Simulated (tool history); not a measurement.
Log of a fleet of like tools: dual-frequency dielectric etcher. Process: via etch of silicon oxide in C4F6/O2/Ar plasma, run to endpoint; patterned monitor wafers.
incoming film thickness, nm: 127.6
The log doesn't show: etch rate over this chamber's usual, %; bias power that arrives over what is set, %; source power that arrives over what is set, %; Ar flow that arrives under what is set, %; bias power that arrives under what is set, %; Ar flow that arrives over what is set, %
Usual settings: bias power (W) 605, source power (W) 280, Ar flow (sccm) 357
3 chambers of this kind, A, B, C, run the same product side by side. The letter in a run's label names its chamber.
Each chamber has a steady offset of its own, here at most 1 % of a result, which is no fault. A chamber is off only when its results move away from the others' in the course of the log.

run,hour,bias power (W),source power (W),Ar flow (sccm),hours since the last wet clean,hours since the last bias power generator calibration,hours since the last source power generator calibration,hours since the last Ar flow controller change,endpoint time (s)
1B,14.0,605,280,357,319.6,262.8,2275.8,627.6,30.691
2A,27.5,605,280,357,61.6,1106.9,621.7,673.5,30.480
3C,40.3,605,280,357,290.7,3750.8,135.8,1804.2,30.160
4A,53.3,605,280,357,87.4,1132.7,647.5,699.3,30.455
5B,61.7,605,280,357,367.3,310.5,2323.5,675.3,30.456
6C,69.3,605,280,357,319.7,3779.8,164.8,1833.2,30.021
7C,83.8,605,280,357,334.2,3794.3,179.3,1847.7,30.455
8B,95.6,605,280,357,401.2,344.4,2357.4,709.2,30.464
9A,108.6,605,280,357,142.7,1188.0,702.8,754.6,30.593
10B,115.7,605,280,357,421.3,364.5,2377.5,729.3,30.392
11A,129.1,605,280,357,163.2,1208.5,723.3,775.1,30.570
12C,136.2,605,280,357,386.6,3846.7,231.7,1900.1,30.123
13A,147.7,605,280,357,181.8,1227.1,741.9,793.7,30.433
14C,161.3,605,280,394,411.7,3871.8,256.8,1925.2,30.663
15B,168.2,605,280,394,473.8,417.0,2430.0,781.8,30.722
16B,177.7,605,280,394,483.3,426.5,2439.5,791.3,30.614
17C,189.2,605,280,357,439.6,3899.7,284.7,1953.1,29.996
18A,202.5,605,280,357,236.6,1281.9,796.7,848.5,30.565
19B,217.8,605,280,357,523.4,466.6,2479.6,831.4,30.207
20A,225.7,686,280,412,259.8,1305.1,819.9,871.7,29.604
# hour 234.1: chamber B: source power generator calibrated
21C,236.6,686,280,412,487.0,3947.1,332.1,2000.5,28.964
22C,250.4,686,280,412,500.8,3960.9,345.9,2014.3,29.212
23B,261.2,605,280,357,566.8,510.0,27.2,874.8,30.407
24A,268.8,605,280,357,302.9,1348.2,863.0,914.8,30.756
# hour 275.0: chamber C: bias power generator calibrated
25B,284.3,605,280,399,589.9,533.1,50.3,897.9,30.268
# hour 296.7: chamber C: wet clean of the chamber
26A,298.1,605,280,399,332.2,1377.5,892.3,944.1,31.092
27C,311.8,605,280,399,15.2,36.8,407.3,2075.7,30.412
28B,322.2,686,280,357,627.8,571.0,88.2,935.8,28.649
29C,332.4,686,280,357,35.8,57.4,427.9,2096.3,28.799
30A,341.6,686,280,357,375.7,1421.0,935.8,987.6,28.931
31C,355.3,605,280,357,58.7,80.3,450.8,2119.2,30.017
32B,366.4,605,280,357,672.0,615.2,132.4,980.0,29.915
33A,381.5,605,300,417,415.6,1460.9,975.7,1027.5,30.269
34B,391.1,605,300,417,696.7,639.9,157.1,1004.7,29.742
35A,404.2,605,300,417,438.3,1483.6,998.4,1050.2,30.366

Next, every chamber runs the same settings. What will each give?
36A,415.4,605,310,357,,,,,?
36B,415.4,605,310,357,,,,,?
36C,415.4,605,310,357,,,,,?

run,endpoint time (s)
36A,29.271
36B,28.680
36C,29.140
